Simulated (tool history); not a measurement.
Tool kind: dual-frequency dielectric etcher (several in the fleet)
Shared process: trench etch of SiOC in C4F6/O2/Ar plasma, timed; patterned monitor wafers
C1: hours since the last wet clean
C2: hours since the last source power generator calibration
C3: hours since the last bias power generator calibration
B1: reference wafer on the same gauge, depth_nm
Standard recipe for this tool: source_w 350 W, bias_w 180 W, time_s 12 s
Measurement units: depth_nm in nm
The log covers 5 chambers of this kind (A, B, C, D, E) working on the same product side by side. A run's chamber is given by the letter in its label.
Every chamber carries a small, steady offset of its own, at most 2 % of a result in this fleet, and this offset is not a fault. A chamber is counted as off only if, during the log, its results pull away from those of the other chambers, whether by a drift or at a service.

run 1E hour=3.2 | source_w=350 bias_w=180 time_s=12 | C1=205.3 C2=1923 C3=1693.4 | B1=22.286 | depth_nm=23.501
run 2B hour=8.6 | source_w=350 bias_w=180 time_s=12 | C1=31 C2=1655.1 C3=1499.5 | B1=22.336 | depth_nm=23.945
run 3A hour=14.3 | source_w=350 bias_w=180 time_s=12 | C1=342.2 C2=3109.1 C3=1033.1 | B1=22.32 | depth_nm=24.124
run 4C hour=17.3 | source_w=350 bias_w=180 time_s=12 | C1=190 C2=3401.3 C3=917.7 | B1=22.272 | depth_nm=23.588
run 5D hour=20.3 | source_w=350 bias_w=180 time_s=12 | C1=179.2 C2=2289.6 C3=4289.1 | B1=22.314 | depth_nm=23.538
run 6E hour=23.4 | source_w=350 bias_w=180 time_s=12 | C1=225.5 C2=1943.2 C3=1713.6 | B1=22.303 | depth_nm=23.704
run 7A hour=27.1 | source_w=350 bias_w=180 time_s=12 | C1=355 C2=3121.9 C3=1045.9 | B1=22.261 | depth_nm=23.878
run 8B hour=30.1 | source_w=350 bias_w=180 time_s=12 | C1=52.5 C2=1676.6 C3=1521 | B1=22.32 | depth_nm=24.118
run 9D hour=32.6 | source_w=350 bias_w=180 time_s=12 | C1=191.5 C2=2301.9 C3=4301.4 | B1=22.288 | depth_nm=23.432
run 10C hour=36.9 | source_w=350 bias_w=180 time_s=12 | C1=209.6 C2=3420.9 C3=937.3 | B1=22.33 | depth_nm=23.591
run 11E hour=39.9 | source_w=380 bias_w=148 time_s=12 | C1=242 C2=1959.7 C3=1730.1 | B1=22.297 | depth_nm=22.888
run 12D hour=44.2 | source_w=380 bias_w=148 time_s=12 | C1=203.1 C2=2313.5 C3=4313 | B1=22.296 | depth_nm=22.856
run 13C hour=48.4 | source_w=380 bias_w=148 time_s=12 | C1=221.1 C2=3432.4 C3=948.8 | B1=22.316 | depth_nm=22.7
run 14B hour=54.1 | source_w=380 bias_w=148 time_s=12 | C1=76.5 C2=1700.6 C3=1545 | B1=22.319 | depth_nm=23.283
run 15A hour=59.6 | source_w=380 bias_w=148 time_s=12 | C1=387.5 C2=3154.4 C3=1078.4 | B1=22.273 | depth_nm=23.354
run 16A hour=63.1 | source_w=350 bias_w=180 time_s=12 | C1=391 C2=3157.9 C3=1081.9 | B1=22.282 | depth_nm=23.839
run 17D hour=67.6 | source_w=350 bias_w=180 time_s=12 | C1=226.5 C2=2336.9 C3=4336.4 | B1=22.312 | depth_nm=23.675
run 18B hour=71.3 | source_w=350 bias_w=180 time_s=12 | C1=93.7 C2=1717.8 C3=1562.2 | B1=22.282 | depth_nm=23.898
run 19C hour=77 | source_w=350 bias_w=180 time_s=12 | C1=249.7 C2=3461 C3=977.4 | B1=22.319 | depth_nm=23.448
run 20E hour=80 | source_w=350 bias_w=180 time_s=12 | C1=282.1 C2=1999.8 C3=1770.2 | B1=22.261 | depth_nm=23.646
run 21A hour=82.5 | source_w=350 bias_w=180 time_s=12 | C1=410.4 C2=3177.3 C3=1101.3 | B1=22.294 | depth_nm=23.911
run 22E hour=86.7 | source_w=350 bias_w=180 time_s=12 | C1=288.8 C2=2006.5 C3=1776.9 | B1=22.281 | depth_nm=23.677
run 23D hour=90.5 | source_w=350 bias_w=180 time_s=12 | C1=249.4 C2=2359.8 C3=4359.3 | B1=22.296 | depth_nm=23.397
-- hour=91.7 chamber A: wet clean of the chamber
run 24C hour=95.9 | source_w=350 bias_w=180 time_s=12 | C1=268.6 C2=3479.9 C3=996.3 | B1=22.326 | depth_nm=23.127
run 25B hour=100.3 | source_w=350 bias_w=180 time_s=12 | C1=122.7 C2=1746.8 C3=1591.2 | B1=22.323 | depth_nm=23.972
run 26A hour=103.7 | source_w=350 bias_w=180 time_s=12 | C1=12 C2=3198.5 C3=1122.5 | B1=22.29 | depth_nm=23.67
run 27C hour=108 | source_w=350 bias_w=180 time_s=12 | C1=280.7 C2=3492 C3=1008.4 | B1=22.336 | depth_nm=22.944
run 28B hour=111.5 | source_w=350 bias_w=180 time_s=12 | C1=133.9 C2=1758 C3=1602.4 | B1=22.302 | depth_nm=23.692
run 29D hour=115.6 | source_w=350 bias_w=180 time_s=12 | C1=274.5 C2=2384.9 C3=4384.4 | B1=22.279 | depth_nm=23.446
run 30E hour=120.5 | source_w=350 bias_w=180 time_s=12 | C1=322.6 C2=2040.3 C3=1810.7 | B1=22.281 | depth_nm=23.748
run 31D hour=124 | source_w=350 bias_w=180 time_s=12 | C1=282.9 C2=2393.3 C3=4392.8 | B1=22.332 | depth_nm=23.457
run 32A hour=126.7 | source_w=350 bias_w=180 time_s=12 | C1=35 C2=3221.5 C3=1145.5 | B1=22.282 | depth_nm=23.991
run 33B hour=130.6 | source_w=350 bias_w=180 time_s=12 | C1=153 C2=1777.1 C3=1621.5 | B1=22.338 | depth_nm=24.158
run 34E hour=136.4 | source_w=350 bias_w=180 time_s=10 | C1=338.5 C2=2056.2 C3=1826.6 | B1=22.304 | depth_nm=19.757
run 35C hour=139.5 | source_w=350 bias_w=180 time_s=10 | C1=312.2 C2=3523.5 C3=1039.9 | B1=22.301 | depth_nm=18.746
run 36D hour=142.6 | source_w=350 bias_w=180 time_s=10 | C1=301.5 C2=2411.9 C3=4411.4 | B1=22.325 | depth_nm=19.599
run 37C hour=146.4 | source_w=350 bias_w=180 time_s=10 | C1=319.1 C2=3530.4 C3=1046.8 | B1=22.288 | depth_nm=19.033
run 38E hour=150.3 | source_w=350 bias_w=180 time_s=10 | C1=352.4 C2=2070.1 C3=1840.5 | B1=22.324 | depth_nm=19.792
run 39A hour=154 | source_w=350 bias_w=180 time_s=12 | C1=62.3 C2=3248.8 C3=1172.8 | B1=22.284 | depth_nm=23.979
run 40B hour=157.4 | source_w=350 bias_w=180 time_s=12 | C1=179.8 C2=1803.9 C3=1648.3 | B1=22.31 | depth_nm=24.192
run 41E hour=160.8 | source_w=350 bias_w=180 time_s=12 | C1=362.9 C2=2080.6 C3=1851 | B1=22.305 | depth_nm=23.681

One chamber off, gauge drift, or nothing amiss beyond the chambers' own small offsets? If it is a chamber, which one, and what is the likeliest cause?

It is chamber C that slowly wanders off from its peers.
Likeliest cause: etch rate under this chamber's usual, % = 5.04.

Which of the 4 candidates below, each the usual settings with something changed and its results left as question marks, puts chamber C back in line with what the other chambers give on the usual settings?
Maximum distance from the other chambers' mean on the usual settings for a result to count as in line: depth_nm 0.48 nm
run 42C-1 hour=164.9 | source_w=320 bias_w=168 time_s=12 | depth_nm=?
run 42C-2 hour=164.9 | source_w=400 bias_w=180 time_s=12 | depth_nm=?
run 42C-3 hour=164.9 | source_w=340 bias_w=176 time_s=12 | depth_nm=?
run 42C-4 hour=164.9 | source_w=360 bias_w=184 time_s=12 | depth_nm=?

The mean the other chambers reach with the usual settings: depth_nm 23.768 nm
run=42C-1 depth_nm=21.221
run=42C-2 depth_nm=23.696
run=42C-3 depth_nm=22.064
run=42C-4 depth_nm=22.894
42C-2 brings the chamber back in line.
